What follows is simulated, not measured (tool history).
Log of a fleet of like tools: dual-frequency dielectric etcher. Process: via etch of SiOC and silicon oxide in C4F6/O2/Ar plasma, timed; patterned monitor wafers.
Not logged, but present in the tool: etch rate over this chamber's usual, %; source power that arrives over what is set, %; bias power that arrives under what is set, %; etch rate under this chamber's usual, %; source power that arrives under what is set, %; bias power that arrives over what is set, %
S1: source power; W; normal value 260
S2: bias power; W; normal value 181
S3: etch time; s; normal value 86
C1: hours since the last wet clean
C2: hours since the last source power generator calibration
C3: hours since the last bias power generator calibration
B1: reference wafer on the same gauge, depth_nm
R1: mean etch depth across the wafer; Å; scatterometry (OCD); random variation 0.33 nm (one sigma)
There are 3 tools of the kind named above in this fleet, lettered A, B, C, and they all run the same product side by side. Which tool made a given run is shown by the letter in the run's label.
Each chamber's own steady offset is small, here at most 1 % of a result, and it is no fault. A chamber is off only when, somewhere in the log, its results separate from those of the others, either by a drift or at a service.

run,hour,S1,S2,S3,C1,C2,C3,B1,R1
1C,9.2,260,181,86,207.1,2384.4,1188.1,95.463,828.07
2A,15.2,260,181,86,127.6,1065.8,59.9,95.604,816.25
3B,20.6,260,181,86,338,231.4,180.1,95.529,830.49
4A,29.4,260,181,86,141.8,1080,74.1,95.516,820.16
5C,34.9,260,181,86,232.8,2410.1,1213.8,95.498,826.68
6B,44,260,181,86,361.4,254.8,203.5,95.516,825.13
7C,53.1,290,181,104,251,2428.3,1232,95.574,1050
8A,57.4,290,181,104,169.8,1108,102.1,95.487,1034.2
9B,62.9,290,181,104,380.3,273.7,222.4,95.445,1048.5
10A,68.8,260,207,86,181.2,1119.4,113.5,95.536,857.33
11C,77.5,260,207,86,275.4,2452.7,1256.4,95.551,865.67
12B,82.7,260,207,86,400.1,293.5,242.2,95.594,867.86
# hour 90.3: chamber B: wet clean of the chamber
13B,90.9,260,181,86,0.7,301.7,250.4,95.448,790.46
14C,96.5,260,181,86,294.4,2471.7,1275.4,95.513,831.91
15A,101,260,181,86,213.4,1151.6,145.7,95.544,815.17
16B,105.8,260,181,108.5,15.6,316.6,265.3,95.521,999.24
17C,112.7,260,181,108.5,310.6,2487.9,1291.6,95.475,1046.9
18A,119.7,260,181,108.5,232.1,1170.3,164.4,95.43,1029.6
19B,126.4,260,181,86,36.2,337.2,285.9,95.622,790.8
20C,133.7,260,181,86,331.6,2508.9,1312.6,95.397,825.65
21A,141.4,260,181,86,253.8,1192,186.1,95.538,815.14

Each of the 3 chambers runs these same settings next. Fill in every chamber's results:
22A,148.1,260,181,86,,,,,?
22B,148.1,260,181,86,,,,,?
22C,148.1,260,181,86,,,,,?

run,R1
22A,812.5
22B,795.07
22C,829.47

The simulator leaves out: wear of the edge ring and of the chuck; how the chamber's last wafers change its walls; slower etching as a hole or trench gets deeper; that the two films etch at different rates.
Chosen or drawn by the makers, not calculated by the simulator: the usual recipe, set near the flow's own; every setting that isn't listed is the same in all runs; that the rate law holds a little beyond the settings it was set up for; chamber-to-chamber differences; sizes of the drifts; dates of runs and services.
